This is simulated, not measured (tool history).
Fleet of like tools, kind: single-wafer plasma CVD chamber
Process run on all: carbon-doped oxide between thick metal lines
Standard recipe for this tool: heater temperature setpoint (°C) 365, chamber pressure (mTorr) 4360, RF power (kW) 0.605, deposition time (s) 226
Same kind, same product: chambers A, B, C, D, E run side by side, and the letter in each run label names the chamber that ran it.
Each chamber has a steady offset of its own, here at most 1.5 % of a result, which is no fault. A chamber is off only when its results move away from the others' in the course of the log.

run	hour	heater temperature setpoint (°C)	chamber pressure (mTorr)	RF power (kW)	deposition time (s)	read-back reference wafer on the same gauge, thickness_nm	mean film thickness on the monitor wafer (nm)
1B	14.2	365	4360	0.605	226	1070.8	1197.6
2D	22.4	365	4360	0.605	226	1069.8	1187.4
3C	31.9	365	4360	0.605	226	1069.8	1203.1
4A	41.5	365	4360	0.605	226	1069.2	1201.8
5E	50.8	365	4360	0.605	226	1069.7	1206.6
6B	62.2	365	4360	0.605	226	1069.5	1222.6
7A	72.6	365	4360	0.650	226	1069.2	1255.0
8C	81.5	365	4360	0.650	226	1070.9	1264.2
9E	96.5	365	4360	0.650	226	1068.3	1254.8
10D	104.3	365	4360	0.650	226	1069.5	1242.9
11D	115.7	365	4360	0.650	226	1070.3	1253.3
12E	123.3	365	4360	0.605	226	1069.6	1193.3
13A	138.6	365	4360	0.605	226	1069.8	1205.5
14C	150.5	365	4360	0.605	226	1069.3	1204.2
15B	162.8	365	4360	0.605	199	1068.9	1072.1
# hour 171.2: chamber E: RF generator calibrated
16C	175.0	365	4360	0.605	199	1069.2	1048.2
17A	191.1	365	4360	0.605	199	1069.9	1064.0
18D	203.0	365	4360	0.605	199	1069.8	1052.3
19B	215.2	365	4360	0.605	199	1070.5	1059.1
20E	227.9	365	4360	0.605	226	1070.5	1197.3
21A	242.5	365	4360	0.605	226	1071.1	1199.0
22E	250.1	365	4360	0.605	226	1070.0	1189.4
23B	265.7	365	4360	0.605	226	1070.9	1205.4
24D	274.6	365	4360	0.605	226	1069.9	1194.9
25C	289.7	365	4360	0.605	226	1070.2	1190.0
26B	297.0	365	4360	0.605	226	1070.2	1212.3
27D	305.6	365	4360	0.605	226	1071.4	1198.1
28A	318.4	377	4360	0.605	226	1069.9	1169.9
29C	326.6	377	4360	0.605	226	1069.4	1164.2
30E	338.2	377	4360	0.605	226	1070.0	1172.5
31D	353.3	377	4360	0.605	226	1069.9	1159.8
32C	368.3	377	4360	0.605	226	1069.0	1156.3
33A	377.5	365	4360	0.605	226	1071.6	1200.5
34B	387.7	374	4360	0.605	207	1069.4	1086.7
35E	403.0	374	4360	0.605	207	1070.0	1077.0
# hour 403.6: chamber E: thermocouple changed; heater temperature recalibrated
36D	411.4	374	4360	0.605	207	1069.6	1066.5
37E	421.6	374	4360	0.605	207	1070.4	1081.6
38C	431.5	374	4360	0.605	207	1070.1	1057.9
39B	438.8	365	4360	0.605	226	1070.2	1204.7
40A	452.8	365	4360	0.605	226	1070.6	1204.8
41A	461.5	365	4360	0.605	226	1069.7	1199.1
42B	470.6	365	4360	0.605	226	1070.2	1204.5

Which is it: a chamber that has drifted or been left off by a service, a gauge drift common to all chambers, or only each chamber's usual small offset? If a chamber is off, name it and its likeliest cause.

Chamber C drifts away from the others.
Cause: delivered RF power below the setpoint (%) = 4.7.

Here are 4 candidates for chamber C's next run, each the usual settings with a change, their results left as question marks. Which one brings its results back in line with what the others give on the usual settings?
Maximum distance from the other chambers' mean on the usual settings for a result to count as in line: mean film thickness on the monitor wafer (nm) 18.0
43C-1	482.4	364	4410	0.605	237		?
43C-2	482.4	365	4380	0.605	231		?
43C-3	482.4	365	3650	0.605	226		?
43C-4	482.4	365	4360	0.590	218		?

The other chambers' mean on the usual settings: mean film thickness on the monitor wafer (nm) 1200.1
run	mean film thickness on the monitor wafer (nm)
43C-1	1232.0
43C-2	1197.0
43C-3	1142.0
43C-4	1112.0
Change 43C-2 lands the chamber within the allowed miss of the other chambers.
